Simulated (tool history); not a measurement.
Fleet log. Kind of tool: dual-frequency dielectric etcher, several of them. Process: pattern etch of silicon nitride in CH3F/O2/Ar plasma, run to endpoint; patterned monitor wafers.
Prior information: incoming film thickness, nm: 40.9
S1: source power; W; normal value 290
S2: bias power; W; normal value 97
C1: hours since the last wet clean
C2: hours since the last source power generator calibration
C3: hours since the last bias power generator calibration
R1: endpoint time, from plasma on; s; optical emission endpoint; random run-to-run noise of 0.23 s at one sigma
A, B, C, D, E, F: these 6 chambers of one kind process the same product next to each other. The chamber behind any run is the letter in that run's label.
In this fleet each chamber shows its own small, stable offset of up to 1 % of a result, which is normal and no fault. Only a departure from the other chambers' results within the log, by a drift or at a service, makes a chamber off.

Run 1D, hour 6.2: usual settings; C1 250.8; C2 2027.2; C3 471.1. Result: R1 60.351 s.
Run 2A, hour 14.3: usual settings; C1 29.9; C2 829.8; C3 999.8. Result: R1 59.674 s.
Run 3F, hour 23: usual settings; C1 309.9; C2 1426.9; C3 1216.9. Result: R1 60.399 s.
Run 4B, hour 32.3: usual settings; C1 213.3; C2 189.6; C3 925.3. Result: R1 59.339 s.
Run 5C, hour 40.6: usual settings but S1 310 W; C1 249.8; C2 2510.7; C3 1211.9. Result: R1 58.51 s.
Run 6E, hour 47.4: usual settings but S1 310 W; C1 438.4; C2 1450.1; C3 1276.5. Result: R1 58.514 s.
Run 7C, hour 54.8: usual settings but S1 310 W; C1 264; C2 2524.9; C3 1226.1. Result: R1 58.609 s.
Run 8D, hour 61.7: usual settings but S1 310 W; C1 306.3; C2 2082.7; C3 526.6. Result: R1 58.913 s.
Run 9E, hour 71.5: usual settings but S1 310 W; C1 462.5; C2 1474.2; C3 1300.6. Result: R1 58.829 s.
Run 10F, hour 82.7: usual settings but S1 310 W; C1 369.6; C2 1486.6; C3 1276.6. Result: R1 59.093 s.
Run 11A, hour 88.7: usual settings; C1 104.3; C2 904.2; C3 1074.2. Result: R1 59.503 s.
Run 12B, hour 99.8: usual settings; C1 280.8; C2 257.1; C3 992.8. Result: R1 59.311 s.
Run 13B, hour 108.5: usual settings; C1 289.5; C2 265.8; C3 1001.5. Result: R1 59.88 s.
Run 14A, hour 116.9: usual settings; C1 132.5; C2 932.4; C3 1102.4. Result: R1 59.093 s.
Run 15D, hour 125.5: usual settings; C1 370.1; C2 2146.5; C3 590.4. Result: R1 60.136 s.
Run 16F, hour 131.5: usual settings; C1 418.4; C2 1535.4; C3 1325.4. Result: R1 59.804 s.
At hour 132.5: chamber D: wet clean of the chamber.
Run 17C, hour 138.4: usual settings; C1 347.6; C2 2608.5; C3 1309.7. Result: R1 59.917 s.
At hour 148.5: chamber E: wet clean of the chamber.
Run 18E, hour 148.8: usual settings; C1 0.3; C2 1551.5; C3 1377.9. Result: R1 62.688 s.
Run 19F, hour 158.8: usual settings; C1 445.7; C2 1562.7; C3 1352.7. Result: R1 59.896 s.
Run 20E, hour 168.3: usual settings; C1 19.8; C2 1571; C3 1397.4. Result: R1 62.235 s.
Run 21B, hour 179.1: usual settings; C1 360.1; C2 336.4; C3 1072.1. Result: R1 59.608 s.
Run 22C, hour 187.4: usual settings; C1 396.6; C2 2657.5; C3 1358.7. Result: R1 59.81 s.
Run 23A, hour 197: usual settings; C1 212.6; C2 1012.5; C3 1182.5. Result: R1 59.575 s.
Run 24D, hour 203.6: usual settings; C1 71.1; C2 2224.6; C3 668.5. Result: R1 60.358 s.
Run 25F, hour 212.7: usual settings; C1 499.6; C2 1616.6; C3 1406.6. Result: R1 59.849 s.
Run 26A, hour 221.8: usual settings; C1 237.4; C2 1037.3; C3 1207.3. Result: R1 59.222 s.
Run 27E, hour 229.2: usual settings; C1 80.7; C2 1631.9; C3 1458.3. Result: R1 62.195 s.
Run 28C, hour 239.9: usual settings; C1 449.1; C2 2710; C3 1411.2. Result: R1 59.759 s.
Run 29D, hour 245.4: usual settings; C1 112.9; C2 2266.4; C3 710.3. Result: R1 60.322 s.
Run 30B, hour 255.6: usual settings; C1 436.6; C2 412.9; C3 1148.6. Result: R1 59.657 s.
Run 31E, hour 266.7: usual settings but S2 110 W; C1 118.2; C2 1669.4; C3 1495.8. Result: R1 59.209 s.
Run 32A, hour 274.2: usual settings but S2 110 W; C1 289.8; C2 1089.7; C3 1259.7. Result: R1 56.548 s.
At hour 275.4: chamber B: wet clean of the chamber.
Run 33C, hour 283.9: usual settings but S2 110 W; C1 493.1; C2 2754; C3 1455.2. Result: R1 56.923 s.
Run 34F, hour 296.2: usual settings but S2 110 W; C1 583.1; C2 1700.1; C3 1490.1. Result: R1 57.377 s.
Run 35D, hour 302.7: usual settings but S2 110 W; C1 170.2; C2 2323.7; C3 767.6. Result: R1 57.321 s.
Run 36B, hour 314.1: usual settings but S2 110 W; C1 38.7; C2 471.4; C3 1207.1. Result: R1 56.85 s.
Run 37C, hour 325.2: usual settings; C1 534.4; C2 2795.3; C3 1496.5. Result: R1 59.657 s.
Run 38D, hour 337.4: usual settings but S1 320 W, S2 76 W; C1 204.9; C2 2358.4; C3 802.3. Result: R1 63.148 s.
At hour 339.1: chamber A: wet clean of the chamber.
Run 39E, hour 347.4: usual settings but S1 320 W, S2 76 W; C1 198.9; C2 1750.1; C3 1576.5. Result: R1 65.197 s.
At hour 348.1: chamber F: wet clean of the chamber.
Run 40B, hour 353.7: usual settings but S1 320 W, S2 76 W; C1 78.3; C2 511; C3 1246.7. Result: R1 62.613 s.
Run 41A, hour 361.3: usual settings but S1 320 W, S2 76 W; C1 22.3; C2 1176.8; C3 1346.8. Result: R1 62.872 s.
Run 42F, hour 370.4: usual settings but S1 320 W, S2 76 W; C1 22.3; C2 1774.3; C3 1564.3. Result: R1 63.629 s.

Is one chamber off against the others, does the gauge drift, or is nothing wrong? If a chamber is off, say which, and what the likeliest cause is.

Chamber E has stood off from the others ever since a service on it.
Cause: etch rate under this chamber's usual, % = 3.64.

Here are 4 candidates for chamber E's next run, each the usual settings with a change, their results left as question marks. Which one brings its results back in line with what the others give on the usual settings?
Maximum distance from the other chambers' mean on the usual settings for a result to count as in line: R1 0.8 s
Run 43E-1, hour 379.2: usual settings but S1 260 W, S2 86 W. Result: R1 ?.
Run 43E-2, hour 379.2: usual settings but S2 119 W. Result: R1 ?.
Run 43E-3, hour 379.2: usual settings but S1 280 W, S2 92 W. Result: R1 ?.
Run 43E-4, hour 379.2: usual settings but S1 320 W. Result: R1 ?.

On the usual settings, the other chambers give on average: R1 59.879 s
  run      R1
43E-1  67.675
43E-2  57.518
43E-3    64.2
43E-4  59.877
Change 43E-4 lands the chamber within the allowed miss of the other chambers.

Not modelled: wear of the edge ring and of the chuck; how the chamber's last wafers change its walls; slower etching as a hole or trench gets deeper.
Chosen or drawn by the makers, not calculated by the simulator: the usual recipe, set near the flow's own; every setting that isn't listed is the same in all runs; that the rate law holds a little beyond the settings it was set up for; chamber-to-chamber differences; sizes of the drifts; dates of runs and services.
